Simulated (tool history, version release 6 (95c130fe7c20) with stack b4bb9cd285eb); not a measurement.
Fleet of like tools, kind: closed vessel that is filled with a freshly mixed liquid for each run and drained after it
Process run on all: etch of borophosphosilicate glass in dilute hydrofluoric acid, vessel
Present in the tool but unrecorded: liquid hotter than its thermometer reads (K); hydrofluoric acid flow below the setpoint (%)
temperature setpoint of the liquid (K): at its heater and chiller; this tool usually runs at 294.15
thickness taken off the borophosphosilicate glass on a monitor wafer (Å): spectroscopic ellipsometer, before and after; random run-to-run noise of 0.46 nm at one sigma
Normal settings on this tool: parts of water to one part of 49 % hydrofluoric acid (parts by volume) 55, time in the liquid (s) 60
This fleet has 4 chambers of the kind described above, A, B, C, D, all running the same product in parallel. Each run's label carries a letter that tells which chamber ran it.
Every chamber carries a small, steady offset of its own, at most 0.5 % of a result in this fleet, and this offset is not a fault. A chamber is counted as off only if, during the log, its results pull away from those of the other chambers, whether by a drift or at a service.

run,hour,temperature setpoint of the liquid (K),parts of water to one part of 49 % hydrofluoric acid (parts by volume),time in the liquid (s),hours since the thermometer was replaced,hours since the hydrofluoric acid flow meter was replaced,"read-back film thickness of the borophosphosilicate glass reference wafer, read on the same gauge (nm)",thickness taken off the borophosphosilicate glass on a monitor wafer (Å)
1B,7.8,294.15,55,60,915.1,1795.2,130.00,777.58
# hour 12.2: chamber C: thermometer replaced
2A,17.4,294.15,55,60,663.7,423.6,129.99,777.50
3D,23.8,294.15,55,60,307.7,42.0,129.97,785.31
4C,29.3,294.15,55,60,17.2,2584.8,130.00,765.27
5A,38.0,294.15,55,60,684.3,444.2,130.01,783.01
6C,46.7,294.15,55,60,34.6,2602.2,129.99,773.77
7D,51.8,294.15,80,35,335.7,70.0,129.99,302.20
8B,61.6,294.15,80,35,968.9,1849.0,129.99,301.48
9A,70.1,294.15,80,35,716.4,476.3,130.02,306.00
# hour 72.9: chamber A: thermometer replaced
# hour 75.4: chamber C: hydrofluoric acid flow meter replaced
10B,79.8,294.15,80,35,987.1,1867.2,130.01,301.38
11D,85.5,294.15,55,60,369.4,103.7,129.99,777.12
12C,91.2,294.15,55,60,79.1,15.9,130.01,768.65
13B,97.8,295.65,55,90,1005.1,1885.2,130.00,1238.80
14D,104.3,295.65,55,90,388.2,122.5,129.99,1241.80
15C,112.7,295.65,55,90,100.6,37.4,129.99,1225.00
16A,117.0,295.65,55,90,44.2,523.2,129.99,1254.60
17A,121.8,294.15,75,60,49.0,528.0,129.99,557.53
18D,131.6,294.15,75,60,415.5,149.8,129.99,553.83
19B,139.3,294.15,75,60,1046.6,1926.7,130.01,559.21
20C,148.8,294.15,75,60,136.7,73.5,130.00,552.27
21D,153.6,297.65,80,60,437.5,171.8,129.98,596.05
22B,160.1,297.65,80,60,1067.4,1947.5,129.97,601.52
23C,168.1,297.65,80,60,156.0,92.8,130.00,593.56
# hour 172.0: chamber B: hydrofluoric acid flow meter replaced
24A,175.9,297.65,80,60,103.1,582.1,129.97,602.09
25D,181.1,294.15,55,60,465.0,199.3,129.99,782.26
26C,187.8,294.15,55,60,175.7,112.5,130.00,776.76
27B,193.3,298.65,75,60,1100.6,21.3,129.99,680.41
28A,200.0,298.65,75,60,127.2,606.2,130.02,676.26
29A,204.7,298.65,75,60,131.9,610.9,130.00,663.32

Which is it: a chamber that has drifted or been left off by a service, a gauge drift common to all chambers, or only each chamber's usual small offset? If a chamber is off, name it and its likeliest cause.

Nothing is wrong: each chamber keeps only its own small, steady offset and the gauge holds still.

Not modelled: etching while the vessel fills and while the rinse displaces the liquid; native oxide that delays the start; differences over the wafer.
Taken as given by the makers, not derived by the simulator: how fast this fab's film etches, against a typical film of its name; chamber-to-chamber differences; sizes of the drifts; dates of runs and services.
